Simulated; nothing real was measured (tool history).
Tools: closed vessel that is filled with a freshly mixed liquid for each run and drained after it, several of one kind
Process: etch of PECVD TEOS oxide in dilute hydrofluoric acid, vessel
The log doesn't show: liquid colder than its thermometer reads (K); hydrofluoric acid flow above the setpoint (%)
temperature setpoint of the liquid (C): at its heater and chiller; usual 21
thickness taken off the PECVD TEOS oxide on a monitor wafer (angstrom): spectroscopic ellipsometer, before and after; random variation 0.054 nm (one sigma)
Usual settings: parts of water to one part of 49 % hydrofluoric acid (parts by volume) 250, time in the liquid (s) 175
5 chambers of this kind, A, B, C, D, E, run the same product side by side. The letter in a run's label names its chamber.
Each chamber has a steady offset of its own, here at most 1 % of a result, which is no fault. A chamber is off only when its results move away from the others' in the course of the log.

run	hour	temperature setpoint of the liquid (C)	parts of water to one part of 49 % hydrofluoric acid (parts by volume)	time in the liquid (s)	hours since the thermometer was replaced	hours since the hydrofluoric acid flow meter was replaced	read-back film thickness of the PECVD TEOS oxide reference wafer, read on the same gauge (nm)	thickness taken off the PECVD TEOS oxide on a monitor wafer (angstrom)
1C	5.5	21	250	175	841.7	184.5	39.997	133.56
2E	12.7	21	250	175	2217.2	1014.8	40.011	131.96
3D	18.2	21	250	175	1050.1	889	39.972	131
4B	23.2	21	250	175	240.5	167.7	40.022	131.57
5A	27.1	21	250	175	497.3	500.2	40.006	130.82
6E	31.5	21	370	175	2236	1033.6	39.979	80.718
7C	35	21	370	175	871.2	214	39.995	81.191
8A	41.2	21	370	175	511.4	514.3	40.012	79.616
9D	47.9	21	370	175	1079.8	918.7	40.003	79.819
10B	54.7	21	370	175	272	199.2	40.013	79.89
11B	60.5	21	250	175	277.8	205	39.996	132.63
12C	65.5	21	250	175	901.7	244.5	40	133.14
13D	72.6	21	250	175	1104.5	943.4	40.019	131.56
14E	78.9	21	160	260	2283.4	1081	40	336.75
15A	85.9	21	160	260	556.1	559	39.989	334.71
16C	93.1	21	160	260	929.3	272.1	40.002	336.01
17A	97.7	21	160	260	567.9	570.8	40.008	337.21
18E	105	21	160	260	2309.5	1107.1	39.994	334.84
19B	108.6	17	145	175	325.9	253.1	39.995	215.12
20D	113.4	17	145	175	1145.3	984.2	40.006	218.27
21C	120.7	17	145	175	956.9	299.7	40.002	215.28
22D	126.9	17	145	175	1158.8	997.7	40.004	218.09
23A	132.1	17	145	175	602.3	605.2	39.991	214.76
24E	135.4	21	250	175	2339.9	1137.5	39.993	132.78
25B	142.6	21	250	175	359.9	287.1	39.99	127.54
26D	146.3	21	250	175	1178.2	1017.1	40.012	132.36
27A	149.9	21	250	175	620.1	623	40.01	131.89
28E	155.8	21	250	175	2360.3	1157.9	39.992	132.56
29B	160.1	21	250	175	377.4	304.6	40.022	127.01
30C	163.7	21	250	175	999.9	342.7	39.99	133.12
31C	167.1	21	250	175	1003.3	346.1	40	132.33
32E	173.2	21	250	175	2377.7	1175.3	40.005	132.64

Is one chamber off against the others, does the gauge drift, or is nothing wrong? If a chamber is off, say which, and what the likeliest cause is.

Chamber B drifts away from the others.
Cause: liquid colder than its thermometer reads (K) = 1.44.
The log may not tell that from: hydrofluoric acid flow below the setpoint (%).

Here are 4 candidates for chamber B's next run, each the usual settings with a change, their results left as question marks. Which one brings its results back in line with what the others give on the usual settings?
In line means no further than this from the other chambers' mean on the usual settings: thickness taken off the PECVD TEOS oxide on a monitor wafer (angstrom) 1.9
33B-1	178.5	20.5	250	175				?
33B-2	178.5	21	255	170				?
33B-3	178.5	21	250	180				?
33B-4	178.5	21	240	175				?

The other chambers' mean on the usual settings: thickness taken off the PECVD TEOS oxide on a monitor wafer (angstrom) 132.29
run	thickness taken off the PECVD TEOS oxide on a monitor wafer (angstrom)
33B-1	123.78
33B-2	119.5
33B-3	129.7
33B-4	132.67
33B-4 brings the chamber back in line.
